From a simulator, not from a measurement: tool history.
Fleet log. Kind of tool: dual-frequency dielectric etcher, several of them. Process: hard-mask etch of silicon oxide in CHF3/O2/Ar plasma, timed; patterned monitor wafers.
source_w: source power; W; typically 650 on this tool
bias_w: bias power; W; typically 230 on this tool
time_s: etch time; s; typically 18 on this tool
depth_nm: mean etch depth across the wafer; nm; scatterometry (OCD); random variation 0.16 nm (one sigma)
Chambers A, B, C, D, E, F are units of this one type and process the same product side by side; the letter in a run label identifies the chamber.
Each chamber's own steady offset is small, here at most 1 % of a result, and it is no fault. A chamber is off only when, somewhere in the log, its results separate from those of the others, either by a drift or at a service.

run   hour  source_w  bias_w  time_s  read-back reference wafer on the same gauge, depth_nm  depth_nm
 1B    8.1       650     230      18                                                 45.042    39.502
 2F   17.6       650     230      18                                                 44.968    40.066
 3E   26.5       650     230      18                                                  45.02    40.289
 4A   37.6       650     230      18                                                 44.974    40.041
      46.5  -- chamber C: wet clean of the chamber
 5C   46.8       650     230      18                                                  44.99    39.664
 6D   55.3       650     230      18                                                 44.975    40.205
      58.4  -- chamber E: wet clean of the chamber
 7C     63       650     230      18                                                  44.96    39.928
 8A   73.2       650     230      18                                                 45.001    39.951
 9F   84.2       650     230      18                                                  45.02    40.059
10E   97.5       650     230      18                                                 45.039    40.141
11D  107.7       650     230      18                                                 45.001    40.128
     115.5  -- chamber A: source power generator calibrated
12B  121.9       650     230      18                                                     45      39.6
13E  131.9       650     230      18                                                 44.954    39.677
14C  145.9       650     230      18                                                 44.971    39.944
15A  160.4       650     230    21.5                                                 44.962    47.709
16F  169.5       650     230    21.5                                                 45.031    48.009
17B  178.7       650     230    21.5                                                 45.013    47.449
18D  190.3       650     230    21.5                                                 45.014    48.231
19E    200       650     230    21.5                                                 45.017    47.831
20B  214.9       650     230    21.5                                                 45.012    47.453
21D  228.1       650     230      18                                                 44.974    40.335
22A  236.4       650     230      18                                                 44.977    40.084
23C  250.9       650     230      18                                                 44.989    39.942
24F  263.1       650     230      18                                                 44.976    39.748
25F  277.7       650     230      18                                                     45    39.545
26A  292.1       650     230      18                                                 45.023    39.834
     303.2  -- chamber D: source power generator calibrated
27D    306       650     230      18                                                 45.001    40.557
28C    314       650     230      18                                                 45.009    39.748
29B  323.8       650     230      18                                                 45.057    39.539
30E  334.5       650     230      18                                                 44.976    39.886
31B    343       650     230      18                                                 45.018    39.621
     354.6  -- chamber A: wet clean of the chamber
32A  356.2       650     230      18                                                 44.993    40.064
33C  363.7       650     230      18                                                 45.028    39.535
     369.2  -- chamber B: wet clean of the chamber
34D  371.6       650     230      18                                                 45.003    40.455
35E  383.3       650     230      18                                                 44.992    39.981
36F  392.3       650     230      18                                                 44.993    38.607
37C  401.6       650     230      18                                                  44.98    40.101
38A  413.2       650     230      18                                                 44.959    40.139
39E  420.6       650     230      18                                                 44.988    40.049
40D  430.8       650     230      18                                                 44.997    40.242
41F    439       650     230      18                                                 44.948    38.192
42B  451.4       650     230      18                                                 45.006    39.598
43B  464.4       650     230      18                                                  45.02    39.691
44F  478.9       650     230      18                                                 44.966     37.96

Each of the 6 chambers runs these same settings next. Fill in every chamber's results:
45A  489.6       650     184      18                                                                ?
45B  489.6       650     184      18                                                                ?
45C  489.6       650     184      18                                                                ?
45D  489.6       650     184      18                                                                ?
45E  489.6       650     184      18                                                                ?
45F  489.6       650     184      18                                                                ?

run  depth_nm
45A    37.201
45B    36.855
45C     37.05
45D    37.163
45E    37.201
45F    35.389
